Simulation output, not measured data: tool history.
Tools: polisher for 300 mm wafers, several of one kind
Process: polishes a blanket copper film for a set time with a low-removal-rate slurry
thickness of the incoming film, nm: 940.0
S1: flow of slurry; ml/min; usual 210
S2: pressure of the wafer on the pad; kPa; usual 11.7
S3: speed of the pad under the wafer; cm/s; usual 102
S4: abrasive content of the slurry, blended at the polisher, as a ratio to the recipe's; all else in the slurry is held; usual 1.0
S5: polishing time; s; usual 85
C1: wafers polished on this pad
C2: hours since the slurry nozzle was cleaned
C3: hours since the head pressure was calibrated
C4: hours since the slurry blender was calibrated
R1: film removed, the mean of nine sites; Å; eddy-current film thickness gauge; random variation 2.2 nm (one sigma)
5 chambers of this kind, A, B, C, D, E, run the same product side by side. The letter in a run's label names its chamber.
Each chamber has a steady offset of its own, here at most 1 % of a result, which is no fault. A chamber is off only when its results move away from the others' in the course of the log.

{"run": "1C", "hour": 8.3, "S1": 210, "S2": 11.7, "S3": 102, "S4": 1.0, "S5": 85, "C1": 411, "C2": 637.7, "C3": 1051.9, "C4": 113.2, "R1": 1622.6}
{"run": "2D", "hour": 17.2, "S1": 210, "S2": 11.7, "S3": 102, "S4": 1.0, "S5": 85, "C1": 699, "C2": 183.9, "C3": 148.0, "C4": 213.0, "R1": 1637.8}
{"hour": 23.0, "done": "chamber E: worn pad replaced by a new one"}
{"hour": 24.3, "done": "chamber D: slurry blender recalibrated"}
{"hour": 25.2, "done": "chamber E: slurry blender recalibrated"}
{"run": "3A", "hour": 28.8, "S1": 210, "S2": 11.7, "S3": 102, "S4": 1.0, "S5": 85, "C1": 434, "C2": 501.4, "C3": 516.8, "C4": 413.9, "R1": 1677.8}
{"hour": 34.7, "done": "chamber A: slurry blender recalibrated"}
{"hour": 36.1, "done": "chamber D: worn pad replaced by a new one"}
{"run": "4B", "hour": 38.8, "S1": 210, "S2": 11.7, "S3": 102, "S4": 1.0, "S5": 85, "C1": 818, "C2": 580.1, "C3": 249.9, "C4": 240.0, "R1": 1629.1}
{"hour": 39.9, "done": "chamber B: worn pad replaced by a new one"}
{"run": "5E", "hour": 50.5, "S1": 210, "S2": 11.7, "S3": 102, "S4": 1.0, "S5": 85, "C1": 327, "C2": 147.1, "C3": 97.3, "C4": 25.3, "R1": 1715.0}
{"hour": 58.6, "done": "chamber C: head pressure recalibrated"}
{"run": "6A", "hour": 63.7, "S1": 210, "S2": 8.3, "S3": 102, "S4": 1.0, "S5": 85, "C1": 848, "C2": 536.3, "C3": 551.7, "C4": 29.0, "R1": 1156.1}
{"hour": 69.4, "done": "chamber A: worn pad replaced by a new one"}
{"run": "7C", "hour": 72.1, "S1": 210, "S2": 8.3, "S3": 102, "S4": 1.0, "S5": 85, "C1": 1168, "C2": 701.5, "C3": 13.6, "C4": 177.0, "R1": 1175.1}
{"hour": 73.0, "done": "chamber B: slurry blender recalibrated"}
{"hour": 83.7, "done": "chamber B: slurry nozzle cleaned"}
{"run": "8E", "hour": 84.2, "S1": 210, "S2": 8.3, "S3": 102, "S4": 1.0, "S5": 85, "C1": 727, "C2": 180.8, "C3": 131.0, "C4": 59.0, "R1": 1159.3}
{"run": "9D", "hour": 92.1, "S1": 210, "S2": 8.3, "S3": 102, "S4": 1.0, "S5": 85, "C1": 665, "C2": 258.8, "C3": 222.9, "C4": 67.9, "R1": 1144.9}
{"run": "10B", "hour": 100.3, "S1": 210, "S2": 8.3, "S3": 102, "S4": 1.0, "S5": 85, "C1": 718, "C2": 16.7, "C3": 311.4, "C4": 27.3, "R1": 1160.1}
{"hour": 105.3, "done": "chamber D: worn pad replaced by a new one"}
{"run": "11C", "hour": 106.9, "S1": 210, "S2": 11.7, "S3": 102, "S4": 1.0, "S5": 85, "C1": 1582, "C2": 736.3, "C3": 48.4, "C4": 211.8, "R1": 1640.5}
{"run": "12B", "hour": 114.6, "S1": 210, "S2": 11.7, "S3": 102, "S4": 1.0, "S5": 85, "C1": 887, "C2": 31.0, "C3": 325.7, "C4": 41.6, "R1": 1636.5}
{"hour": 119.8, "done": "chamber B: worn pad replaced by a new one"}
{"hour": 120.7, "done": "chamber E: worn pad replaced by a new one"}
{"hour": 124.8, "done": "chamber D: slurry nozzle cleaned"}
{"run": "13E", "hour": 124.8, "S1": 210, "S2": 11.7, "S3": 102, "S4": 1.0, "S5": 85, "C1": 49, "C2": 221.4, "C3": 171.6, "C4": 99.6, "R1": 1680.8}
{"run": "14A", "hour": 130.8, "S1": 210, "S2": 11.7, "S3": 102, "S4": 1.0, "S5": 85, "C1": 729, "C2": 603.4, "C3": 618.8, "C4": 96.1, "R1": 1693.1}
{"run": "15D", "hour": 140.1, "S1": 210, "S2": 11.7, "S3": 102, "S4": 1.0, "S5": 85, "C1": 414, "C2": 15.4, "C3": 270.9, "C4": 115.9, "R1": 1643.1}
{"run": "16E", "hour": 148.2, "S1": 210, "S2": 15.2, "S3": 102, "S4": 1.0, "S5": 85, "C1": 326, "C2": 244.8, "C3": 195.0, "C4": 123.0, "R1": 2202.6}
{"hour": 156.3, "done": "chamber C: slurry blender recalibrated"}
{"hour": 156.8, "done": "chamber A: worn pad replaced by a new one"}
{"run": "17A", "hour": 157.0, "S1": 210, "S2": 15.2, "S3": 102, "S4": 1.0, "S5": 85, "C1": 2, "C2": 629.6, "C3": 645.0, "C4": 122.3, "R1": 2141.0}
{"run": "18C", "hour": 163.8, "S1": 210, "S2": 15.2, "S3": 102, "S4": 1.0, "S5": 85, "C1": 2257, "C2": 793.2, "C3": 105.3, "C4": 7.5, "R1": 2113.2}
{"hour": 169.1, "done": "chamber C: slurry nozzle cleaned"}
{"run": "19B", "hour": 173.2, "S1": 210, "S2": 15.2, "S3": 102, "S4": 1.0, "S5": 85, "C1": 634, "C2": 89.6, "C3": 384.3, "C4": 100.2, "R1": 2146.2}
{"hour": 182.4, "done": "chamber D: worn pad replaced by a new one"}
{"run": "20D", "hour": 185.7, "S1": 210, "S2": 15.2, "S3": 102, "S4": 1.0, "S5": 85, "C1": 40, "C2": 61.0, "C3": 316.5, "C4": 161.5, "R1": 2162.7}
{"hour": 194.3, "done": "chamber B: worn pad replaced by a new one"}
{"run": "21A", "hour": 195.3, "S1": 210, "S2": 11.7, "S3": 88, "S4": 1.0, "S5": 85, "C1": 457, "C2": 667.9, "C3": 683.3, "C4": 160.6, "R1": 1430.4}
{"hour": 198.6, "done": "chamber D: slurry blender recalibrated"}
{"run": "22D", "hour": 205.9, "S1": 210, "S2": 11.7, "S3": 88, "S4": 1.0, "S5": 85, "C1": 280, "C2": 81.2, "C3": 336.7, "C4": 7.3, "R1": 1378.2}
{"run": "23C", "hour": 219.0, "S1": 210, "S2": 11.7, "S3": 88, "S4": 1.0, "S5": 85, "C1": 2913, "C2": 49.9, "C3": 160.5, "C4": 62.7, "R1": 1372.1}
{"run": "24B", "hour": 227.3, "S1": 210, "S2": 11.7, "S3": 88, "S4": 1.0, "S5": 85, "C1": 392, "C2": 143.7, "C3": 438.4, "C4": 154.3, "R1": 1435.8}
{"hour": 232.9, "done": "chamber A: head pressure recalibrated"}
{"run": "25E", "hour": 240.0, "S1": 210, "S2": 11.7, "S3": 88, "S4": 1.0, "S5": 85, "C1": 1416, "C2": 336.6, "C3": 286.8, "C4": 214.8, "R1": 1406.9}
{"hour": 244.6, "done": "chamber A: worn pad replaced by a new one"}
{"run": "26C", "hour": 248.9, "S1": 210, "S2": 11.7, "S3": 102, "S4": 1.0, "S5": 85, "C1": 3268, "C2": 79.8, "C3": 190.4, "C4": 92.6, "R1": 1545.4}
{"hour": 249.1, "done": "chamber D: worn pad replaced by a new one"}
{"hour": 249.5, "done": "chamber E: worn pad replaced by a new one"}
{"run": "27E", "hour": 255.6, "S1": 210, "S2": 11.7, "S3": 102, "S4": 1.0, "S5": 85, "C1": 72, "C2": 352.2, "C3": 302.4, "C4": 230.4, "R1": 1630.0}
{"hour": 262.9, "done": "chamber B: worn pad replaced by a new one"}
{"run": "28B", "hour": 267.0, "S1": 210, "S2": 11.7, "S3": 102, "S4": 1.0, "S5": 85, "C1": 49, "C2": 183.4, "C3": 478.1, "C4": 194.0, "R1": 1646.1}
{"run": "29A", "hour": 273.4, "S1": 210, "S2": 11.7, "S3": 102, "S4": 1.0, "S5": 85, "C1": 343, "C2": 746.0, "C3": 40.5, "C4": 238.7, "R1": 1640.3}
{"hour": 276.9, "done": "chamber A: slurry nozzle cleaned"}
{"run": "30D", "hour": 283.9, "S1": 210, "S2": 11.7, "S3": 102, "S4": 1.0, "S5": 85, "C1": 414, "C2": 159.2, "C3": 414.7, "C4": 85.3, "R1": 1648.7}
{"run": "31E", "hour": 292.0, "S1": 210, "S2": 11.7, "S3": 102, "S4": 1.0, "S5": 85, "C1": 505, "C2": 388.6, "C3": 338.8, "C4": 266.8, "R1": 1621.7}
{"run": "32C", "hour": 299.0, "S1": 210, "S2": 11.7, "S3": 102, "S4": 1.0, "S5": 85, "C1": 3863, "C2": 129.9, "C3": 240.5, "C4": 142.7, "R1": 1550.2}
{"run": "33B", "hour": 307.5, "S1": 210, "S2": 11.7, "S3": 102, "S4": 1.0, "S5": 85, "C1": 530, "C2": 223.9, "C3": 518.6, "C4": 234.5, "R1": 1659.6}
{"hour": 313.3, "done": "chamber A: worn pad replaced by a new one"}
{"run": "34D", "hour": 314.7, "S1": 210, "S2": 11.7, "S3": 102, "S4": 1.0, "S5": 85, "C1": 779, "C2": 190.0, "C3": 445.5, "C4": 116.1, "R1": 1635.6}
{"hour": 316.5, "done": "chamber B: slurry blender recalibrated"}
{"run": "35A", "hour": 320.9, "S1": 210, "S2": 11.7, "S3": 102, "S4": 1.0, "S5": 85, "C1": 90, "C2": 44.1, "C3": 88.0, "C4": 286.2, "R1": 1702.1}
{"hour": 327.2, "done": "chamber B: worn pad replaced by a new one"}
{"run": "36E", "hour": 330.0, "S1": 210, "S2": 11.7, "S3": 102, "S4": 1.0, "S5": 85, "C1": 956, "C2": 426.6, "C3": 376.8, "C4": 304.8, "R1": 1685.3}
{"hour": 333.1, "done": "chamber D: worn pad replaced by a new one"}
{"run": "37A", "hour": 342.8, "S1": 210, "S2": 11.7, "S3": 102, "S4": 1.0, "S5": 85, "C1": 350, "C2": 66.0, "C3": 109.9, "C4": 308.1, "R1": 1669.2}
{"run": "38B", "hour": 351.1, "S1": 210, "S2": 11.7, "S3": 102, "S4": 1.0, "S5": 85, "C1": 284, "C2": 267.5, "C3": 562.2, "C4": 34.7, "R1": 1650.1}
{"run": "39C", "hour": 362.8, "S1": 210, "S2": 11.7, "S3": 74, "S4": 1.1, "S5": 85, "C1": 4620, "C2": 193.7, "C3": 304.3, "C4": 206.5, "R1": 1087.4}
{"run": "40D", "hour": 373.9, "S1": 210, "S2": 11.7, "S3": 74, "S4": 1.1, "S5": 85, "C1": 485, "C2": 249.2, "C3": 504.7, "C4": 175.3, "R1": 1198.8}

Next, every chamber runs the same settings. What will each give?
{"run": "41A", "hour": 383.3, "S1": 210, "S2": 11.7, "S3": 102, "S4": 1.0, "S5": 74, "R1": "?"}
{"run": "41B", "hour": 383.3, "S1": 210, "S2": 11.7, "S3": 102, "S4": 1.0, "S5": 74, "R1": "?"}
{"run": "41C", "hour": 383.3, "S1": 210, "S2": 11.7, "S3": 102, "S4": 1.0, "S5": 74, "R1": "?"}
{"run": "41D", "hour": 383.3, "S1": 210, "S2": 11.7, "S3": 102, "S4": 1.0, "S5": 74, "R1": "?"}
{"run": "41E", "hour": 383.3, "S1": 210, "S2": 11.7, "S3": 102, "S4": 1.0, "S5": 74, "R1": "?"}

run=41A R1=1461.0
run=41B R1=1440.4
run=41C R1=1308.2
run=41D R1=1406.6
run=41E R1=1467.3
